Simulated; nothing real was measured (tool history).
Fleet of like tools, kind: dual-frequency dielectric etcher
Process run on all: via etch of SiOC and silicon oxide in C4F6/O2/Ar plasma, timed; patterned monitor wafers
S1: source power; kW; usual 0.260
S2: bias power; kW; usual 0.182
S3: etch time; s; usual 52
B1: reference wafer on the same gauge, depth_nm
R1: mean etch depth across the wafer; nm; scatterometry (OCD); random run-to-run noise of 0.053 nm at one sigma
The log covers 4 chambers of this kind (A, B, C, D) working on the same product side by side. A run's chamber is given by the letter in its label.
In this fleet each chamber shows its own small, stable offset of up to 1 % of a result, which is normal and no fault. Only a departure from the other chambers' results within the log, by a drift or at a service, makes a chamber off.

| run | hour | S1 | S2 | S3 | B1 | R1 |
|---|---|---|---|---|---|---|
| 1A | 9.5 | 0.260 | 0.182 | 52 | 44.113 | 50.200 |
| 2D | 19.5 | 0.260 | 0.182 | 52 | 44.116 | 49.708 |
| 3B | 32.2 | 0.260 | 0.182 | 52 | 44.129 | 49.629 |
| 4C | 41.7 | 0.260 | 0.182 | 52 | 44.139 | 50.073 |
| 5C | 50.2 | 0.260 | 0.182 | 38 | 44.132 | 36.668 |
| 6D | 59.5 | 0.260 | 0.182 | 38 | 44.162 | 36.389 |
|  | 59.9 | chamber D: wet clean of the chamber |
| 7B | 66.6 | 0.260 | 0.182 | 38 | 44.147 | 36.347 |
|  | 74.3 | chamber D: source power generator calibrated |
| 8A | 77.1 | 0.260 | 0.182 | 38 | 44.148 | 36.694 |
| 9A | 87.4 | 0.260 | 0.182 | 52 | 44.168 | 50.250 |
| 10B | 99.2 | 0.260 | 0.182 | 52 | 44.171 | 49.721 |
| 11C | 110.0 | 0.260 | 0.182 | 52 | 44.193 | 50.184 |
| 12D | 123.8 | 0.260 | 0.182 | 52 | 44.199 | 49.845 |
| 13A | 135.7 | 0.260 | 0.182 | 52 | 44.202 | 50.300 |
| 14D | 145.6 | 0.260 | 0.182 | 52 | 44.210 | 49.757 |
| 15B | 152.7 | 0.280 | 0.182 | 38 | 44.209 | 37.428 |
| 16C | 159.9 | 0.280 | 0.182 | 38 | 44.229 | 37.803 |
| 17B | 171.6 | 0.280 | 0.182 | 38 | 44.221 | 37.377 |
| 18C | 183.2 | 0.280 | 0.182 | 38 | 44.242 | 37.852 |
| 19A | 193.1 | 0.260 | 0.162 | 52 | 44.255 | 48.492 |
| 20D | 199.5 | 0.260 | 0.162 | 52 | 44.266 | 48.078 |
|  | 203.6 | chamber B: wet clean of the chamber |
| 21D | 210.9 | 0.260 | 0.162 | 52 | 44.264 | 48.028 |
| 22C | 219.6 | 0.260 | 0.162 | 52 | 44.277 | 48.483 |
| 23A | 227.2 | 0.260 | 0.182 | 52 | 44.268 | 50.459 |
| 24B | 236.7 | 0.260 | 0.182 | 52 | 44.273 | 49.889 |
| 25D | 245.5 | 0.260 | 0.182 | 52 | 44.290 | 49.888 |

Which is it: a chamber that has drifted or been left off by a service, a gauge drift common to all chambers, or only each chamber's usual small offset? If a chamber is off, name it and its likeliest cause.

Gauge drift. The chambers move together only on paper, and none stands off.
Likeliest cause: gauge reads high (%) = 0.443.
